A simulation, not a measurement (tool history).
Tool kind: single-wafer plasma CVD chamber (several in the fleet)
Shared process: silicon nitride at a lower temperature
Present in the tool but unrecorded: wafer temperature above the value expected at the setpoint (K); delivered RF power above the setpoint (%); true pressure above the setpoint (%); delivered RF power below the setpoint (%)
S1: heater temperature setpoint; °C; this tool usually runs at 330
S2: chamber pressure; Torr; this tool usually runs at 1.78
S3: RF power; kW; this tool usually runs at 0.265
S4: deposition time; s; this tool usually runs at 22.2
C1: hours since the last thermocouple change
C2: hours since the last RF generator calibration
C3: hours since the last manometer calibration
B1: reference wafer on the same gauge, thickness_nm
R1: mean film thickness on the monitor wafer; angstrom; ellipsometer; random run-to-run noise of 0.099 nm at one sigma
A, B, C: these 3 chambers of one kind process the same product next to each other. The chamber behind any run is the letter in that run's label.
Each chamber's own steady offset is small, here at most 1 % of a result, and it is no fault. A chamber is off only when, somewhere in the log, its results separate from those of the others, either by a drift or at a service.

run   hour   S1    S2     S3    S4      C1     C2      C3      B1      R1
 1B    7.5  330  1.78  0.265  22.2  2152.7   72.4     496  20.398  246.92
 2A   18.6  330  1.78  0.265  22.2  1134.2  771.6   585.2  20.414  246.88
 3C   28.3  330  1.78  0.265  22.2   703.1  332.5  1821.2  20.412  246.36
 4A   38.6  330  1.78  0.265  22.2  1154.2  791.6   605.2  20.402  247.94
 5B     47  320  1.78   0.31  22.2  2192.2  111.9   535.5  20.416  274.84
 6C   56.8  320  1.78   0.31  22.2   731.6    361  1849.7  20.408  275.87
      63.4  -- chamber C: capacitance manometer re-zeroed and calibrated
 7A   70.7  320  1.78   0.31  22.2  1186.3  823.7   637.3  20.415  277.75
 8C   77.1  330  1.78  0.265  22.2   751.9  381.3    13.7  20.392  247.88
 9B   87.5  330  1.78  0.265  22.2  2232.7  152.4     576  20.388  245.18
10C   95.1  330  1.78  0.265  22.2   769.9  399.3    31.7  20.399  245.44
11A  104.5  330  1.78  0.265  22.2  1220.1  857.5   671.1   20.42  247.66
12B  116.4  330  1.78  0.265  22.2  2261.6  181.3   604.9  20.404  245.02
13C  124.1  330  1.78  0.265  22.2   798.9  428.3    60.7  20.413  243.94
14B  137.6  330  1.78  0.265  22.2  2282.8  202.5   626.1  20.405  246.75
15A  144.6  330  1.78  0.265  22.2  1260.2  897.6   711.2  20.401  247.52
16C  150.9  330  1.78  0.265  22.2   825.7  455.1    87.5  20.418  241.42
17B  162.4  330  1.78  0.265  22.2  2307.6  227.3   650.9  20.412  246.52
18A  173.5  330  1.78  0.265  22.2  1289.1  926.5   740.1  20.376  245.94
19A  180.9  330  1.59  0.265  25.6  1296.5  933.9   747.5  20.392  277.55
20C    192  330  1.59  0.265  25.6   866.8  496.2   128.6  20.402  270.77
21B  199.5  330  1.59  0.265  25.6  2344.7  264.4     688   20.41  274.97
22C    213  330  1.78  0.265  22.2   887.8  517.2   149.6  20.411  237.43
23A  223.2  330  1.78  0.265  22.2  1338.8  976.2   789.8  20.392   248.8

Next, all 3 chambers run the settings below, one line each with question marks for the results. What does each chamber give?
24A  233.1  330  1.78  0.225  22.2                   ?
24B  233.1  330  1.78  0.225  22.2                   ?
24C  233.1  330  1.78  0.225  22.2                   ?

run      R1
24A   219.6
24B  217.29
24C   212.3

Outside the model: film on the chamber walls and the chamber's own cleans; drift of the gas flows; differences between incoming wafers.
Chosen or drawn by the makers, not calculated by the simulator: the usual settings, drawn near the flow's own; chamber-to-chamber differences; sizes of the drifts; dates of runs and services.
